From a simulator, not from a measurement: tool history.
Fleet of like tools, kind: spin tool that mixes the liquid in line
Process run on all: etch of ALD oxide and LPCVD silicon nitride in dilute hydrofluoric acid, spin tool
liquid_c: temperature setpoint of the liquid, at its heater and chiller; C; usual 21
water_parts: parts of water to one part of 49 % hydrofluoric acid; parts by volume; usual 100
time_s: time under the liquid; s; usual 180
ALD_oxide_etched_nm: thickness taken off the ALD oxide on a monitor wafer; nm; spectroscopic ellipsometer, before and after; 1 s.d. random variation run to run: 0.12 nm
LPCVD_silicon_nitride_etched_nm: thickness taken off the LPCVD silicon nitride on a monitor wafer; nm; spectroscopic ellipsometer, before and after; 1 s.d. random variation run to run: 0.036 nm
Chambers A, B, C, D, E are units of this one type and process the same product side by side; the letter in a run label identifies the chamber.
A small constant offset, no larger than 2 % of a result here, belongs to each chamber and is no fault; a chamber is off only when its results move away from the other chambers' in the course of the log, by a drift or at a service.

run,hour,liquid_c,water_parts,time_s,hours since the thermometer was replaced,hours since the hydrofluoric acid flow meter was replaced,"read-back film thickness of the ALD oxide reference wafer, read on the same gauge (nm)","read-back film thickness of the LPCVD silicon nitride reference wafer, read on the same gauge (nm)",ALD_oxide_etched_nm,LPCVD_silicon_nitride_etched_nm
1C,7.4,21,100,180,9,1387.8,69.996,39.995,18.091,0.81237
2B,18.3,21,100,180,1157,1067.6,70.005,39.965,17.979,0.75858
3D,26.9,21,100,180,659.2,594.6,69.98,40.014,18.458,0.72365
4E,40.2,21,100,180,547.9,248,70.018,40.003,18.127,0.69184
5A,50.5,21,100,180,373.5,648,69.991,39.978,18.071,0.7939
6C,58.6,21,100,180,60.2,1439,70.007,39.97,18.035,0.80192
7E,66.3,21,100,180,574,274.1,69.987,40.011,18.169,0.74386
8D,72.9,21,100,180,705.2,640.6,70.008,39.997,18.164,0.73156
9B,79.9,21,100,180,1218.6,1129.2,69.961,39.995,18.112,0.76113
10A,89,25.5,100,180,412,686.5,69.991,40.005,21.925,0.89824
11B,100.3,25.5,100,180,1239,1149.6,69.975,39.992,21.729,1.0088
12E,109.5,25.5,100,180,617.2,317.3,69.999,40.029,21.822,1.0732
13D,118.5,25.5,100,180,750.8,686.2,70.013,40.025,21.957,0.97121
14A,125.6,25.5,100,180,448.6,723.1,70.012,40.022,21.788,0.98593
15C,134.2,21,100,180,135.8,1514.6,70.016,39.978,17.971,0.77401
16B,146.6,21,100,180,1285.3,1195.9,69.996,39.991,17.903,0.72158
17C,154.4,21,100,180,156,1534.8,69.996,40.026,17.985,0.69065
18A,161.9,21,100,180,484.9,759.4,69.989,40.039,18.248,0.77092
19D,171.5,21,100,180,803.8,739.2,69.99,39.987,18.207,0.72046
20E,178.9,21,100,85,686.6,386.7,69.995,39.983,8.5316,0.36139
21E,189.7,21,100,85,697.4,397.5,70.022,40.003,8.6552,0.33876
22D,196.1,21,100,85,828.4,763.8,70.006,40.016,8.7421,0.37184
# hour 201: chamber E: hydrofluoric acid flow meter replaced
23A,205.7,21,100,85,528.7,803.2,70.01,40.016,8.7256,0.34394
24C,214.8,21,100,85,216.4,1595.2,70.029,40.017,8.5006,0.33916
25B,226.2,21,100,180,1364.9,1275.5,69.992,39.979,18.313,0.74915
26C,233.7,21,100,180,235.3,1614.1,69.992,40.048,17.981,0.6577
# hour 237.6: chamber C: hydrofluoric acid flow meter replaced
27A,247.5,21,140,105,570.5,845,70.023,40.032,7.216,0.29928
28D,253.9,21,140,105,886.2,821.6,69.99,39.988,7.3144,0.33039
29E,260.6,21,140,105,768.3,59.6,69.984,40.053,7.3285,0.31829
30B,269.4,21,140,105,1408.1,1318.7,70.01,39.996,7.3515,0.31444
31A,281,21,140,105,604,878.5,69.999,40.059,7.2205,0.33624
32E,291.2,21,100,180,798.9,90.2,69.976,40.001,18.087,0.71445
33D,301.5,24.5,60,180,933.8,869.2,70.005,39.984,36.68,1.5084
34C,308.4,24.5,60,180,310,70.8,70.011,39.989,36.375,1.4631
35B,315.4,24.5,60,180,1454.1,1364.7,70.02,39.973,38.214,1.5583
36D,327,24.5,60,180,959.3,894.7,70.024,39.982,37.169,1.513
37A,333.6,24.5,60,180,656.6,931.1,69.968,40.016,37.32,1.6084
38E,347.2,21,100,180,854.9,146.2,70.009,39.979,18.354,0.68136
39B,358.5,21,100,180,1497.2,1407.8,69.986,39.992,19.354,0.82042
40C,369.4,21,100,180,371,131.8,70.035,39.953,18.022,0.67839
41A,378.7,21,100,180,701.7,976.2,69.991,40.001,18.402,0.76075
42B,386.8,21,100,180,1525.5,1436.1,69.988,39.982,19.368,0.84794
43D,399.4,21,100,180,1031.7,967.1,69.995,40.03,18.307,0.77033
44E,405.4,21,100,180,913.1,204.4,69.997,39.974,18.036,0.81152

Next, every chamber runs the same settings. What will each give?
45A,415.4,21,100,180,,,,,?,?
45B,415.4,21,100,180,,,,,?,?
45C,415.4,21,100,180,,,,,?,?
45D,415.4,21,100,180,,,,,?,?
45E,415.4,21,100,180,,,,,?,?

run,ALD_oxide_etched_nm,LPCVD_silicon_nitride_etched_nm
45A,18.472,0.77787
45B,19.771,0.77131
45C,18.21,0.78482
45D,18.381,0.70924
45E,18.192,0.75963
